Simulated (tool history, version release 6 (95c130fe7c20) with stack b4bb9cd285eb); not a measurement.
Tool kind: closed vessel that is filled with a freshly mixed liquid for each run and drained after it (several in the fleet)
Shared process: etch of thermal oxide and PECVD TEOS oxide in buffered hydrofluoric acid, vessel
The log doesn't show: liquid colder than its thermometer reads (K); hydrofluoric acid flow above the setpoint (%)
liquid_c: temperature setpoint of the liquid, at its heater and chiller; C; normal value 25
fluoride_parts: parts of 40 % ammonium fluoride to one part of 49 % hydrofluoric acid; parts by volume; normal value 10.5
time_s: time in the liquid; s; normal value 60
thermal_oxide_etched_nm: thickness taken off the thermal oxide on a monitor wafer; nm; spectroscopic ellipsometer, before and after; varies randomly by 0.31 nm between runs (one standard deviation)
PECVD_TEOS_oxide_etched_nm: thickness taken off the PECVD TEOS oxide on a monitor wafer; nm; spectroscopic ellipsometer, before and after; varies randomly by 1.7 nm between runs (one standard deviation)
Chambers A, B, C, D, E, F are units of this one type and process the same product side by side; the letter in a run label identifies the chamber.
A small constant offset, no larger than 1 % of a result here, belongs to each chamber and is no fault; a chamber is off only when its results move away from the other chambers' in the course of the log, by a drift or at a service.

run,hour,liquid_c,fluoride_parts,time_s,hours since the thermometer was replaced,hours since the hydrofluoric acid flow meter was replaced,"read-back film thickness of the thermal oxide reference wafer, read on the same gauge (nm)","read-back film thickness of the PECVD TEOS oxide reference wafer, read on the same gauge (nm)",thermal_oxide_etched_nm,PECVD_TEOS_oxide_etched_nm
1C,13.3,25,10.5,60,505.5,767.3,70.004,89.974,71.611,230.93
2A,23.1,25,10.5,60,572.4,542.2,69.991,90.039,71.563,229.52
3E,33.4,25,10.5,60,917.4,535.4,70.019,89.974,71.573,232.70
4B,43.8,25,10.5,60,57.2,530.0,69.998,89.963,70.657,231.58
5F,55.8,25,10.5,60,893.0,570.2,70.001,90.016,71.317,231.07
6D,64.9,25,10.5,60,2060.8,1113.0,69.996,89.987,70.302,230.87
7E,72.3,25,10.5,60,956.3,574.3,69.999,89.981,70.604,230.94
8B,78.7,25,10.5,40,92.1,564.9,69.997,89.991,47.234,152.70
9D,88.7,25,10.5,40,2084.6,1136.8,69.990,90.058,47.126,153.33
10C,101.6,25,10.5,40,593.8,855.6,70.016,90.000,48.000,154.45
11A,114.3,25,10.5,40,663.6,633.4,70.001,89.980,47.403,153.75
12F,124.9,25,10.5,40,962.1,639.3,70.013,89.963,47.593,154.88
13E,134.1,25,10.5,40,1018.1,636.1,69.999,89.992,47.731,153.61
14D,145.7,25,10.5,45,2141.6,1193.8,69.991,90.043,53.160,173.40
# hour 146.5: chamber B: hydrofluoric acid flow meter replaced
15A,157.5,25,10.5,45,706.8,676.6,69.990,90.019,53.370,173.09
16F,170.5,25,10.5,45,1007.7,684.9,70.019,90.033,53.085,173.08
17C,181.0,25,10.5,45,673.2,935.0,70.003,89.990,53.544,174.35
18B,186.8,25,10.5,45,200.2,40.3,69.997,89.984,53.635,167.96
19A,194.5,25,10.5,45,743.8,713.6,70.002,89.977,53.226,173.49
20B,203.9,25,10.5,60,217.3,57.4,69.987,89.978,70.882,228.43
21E,211.4,25,10.5,60,1095.4,713.4,69.995,90.022,71.175,228.81
22F,221.9,25,10.5,60,1059.1,736.3,69.996,90.032,71.253,232.59
# hour 226.7: chamber A: thermometer replaced
23C,231.9,25,13.5,70,724.1,985.9,69.987,89.965,65.659,210.36
24D,244.9,25,13.5,70,2240.8,1293.0,69.998,90.002,64.532,211.17
25F,257.8,25,13.5,70,1095.0,772.2,69.995,89.977,64.995,212.45
26D,264.1,25,13.5,70,2260.0,1312.2,70.002,90.026,64.974,213.47
27C,272.9,25,13.5,70,765.1,1026.9,69.998,90.013,65.183,209.82
28A,282.8,25,13.5,70,56.1,801.9,70.000,89.968,65.136,212.46
29B,296.0,25,14.5,90,309.4,149.5,70.017,90.057,77.886,249.42
# hour 301.5: chamber F: thermometer replaced
30E,308.7,25,14.5,90,1192.7,810.7,70.008,89.991,79.041,252.45
31D,317.3,25,14.5,90,2313.2,1365.4,69.997,89.970,77.768,249.47
32A,326.8,25,14.5,90,100.1,845.9,70.003,90.031,77.636,252.78
33E,338.6,25,14.5,90,1222.6,840.6,70.013,89.998,77.973,256.87
34B,348.4,25,14.5,90,361.8,201.9,69.987,90.012,77.692,250.70
35F,357.0,25,10.5,60,55.6,871.4,69.990,89.974,71.149,232.75
36C,369.2,25,10.5,60,861.4,1123.2,70.017,89.992,71.842,230.43
37A,381.6,25,10.5,60,154.9,900.7,69.996,89.996,70.768,230.72
38B,389.8,25,10.5,60,403.2,243.3,69.988,90.005,70.904,228.07

Each of the 6 chambers runs these same settings next. Fill in every chamber's results:
39A,399.3,25,10.5,70,,,,,?,?
39B,399.3,25,10.5,70,,,,,?,?
39C,399.3,25,10.5,70,,,,,?,?
39D,399.3,25,10.5,70,,,,,?,?
39E,399.3,25,10.5,70,,,,,?,?
39F,399.3,25,10.5,70,,,,,?,?

run,thermal_oxide_etched_nm,PECVD_TEOS_oxide_etched_nm
39A,82.906,269.64
39B,83.116,269.18
39C,83.390,270.50
39D,82.504,270.07
39E,82.520,268.21
39F,83.096,272.75
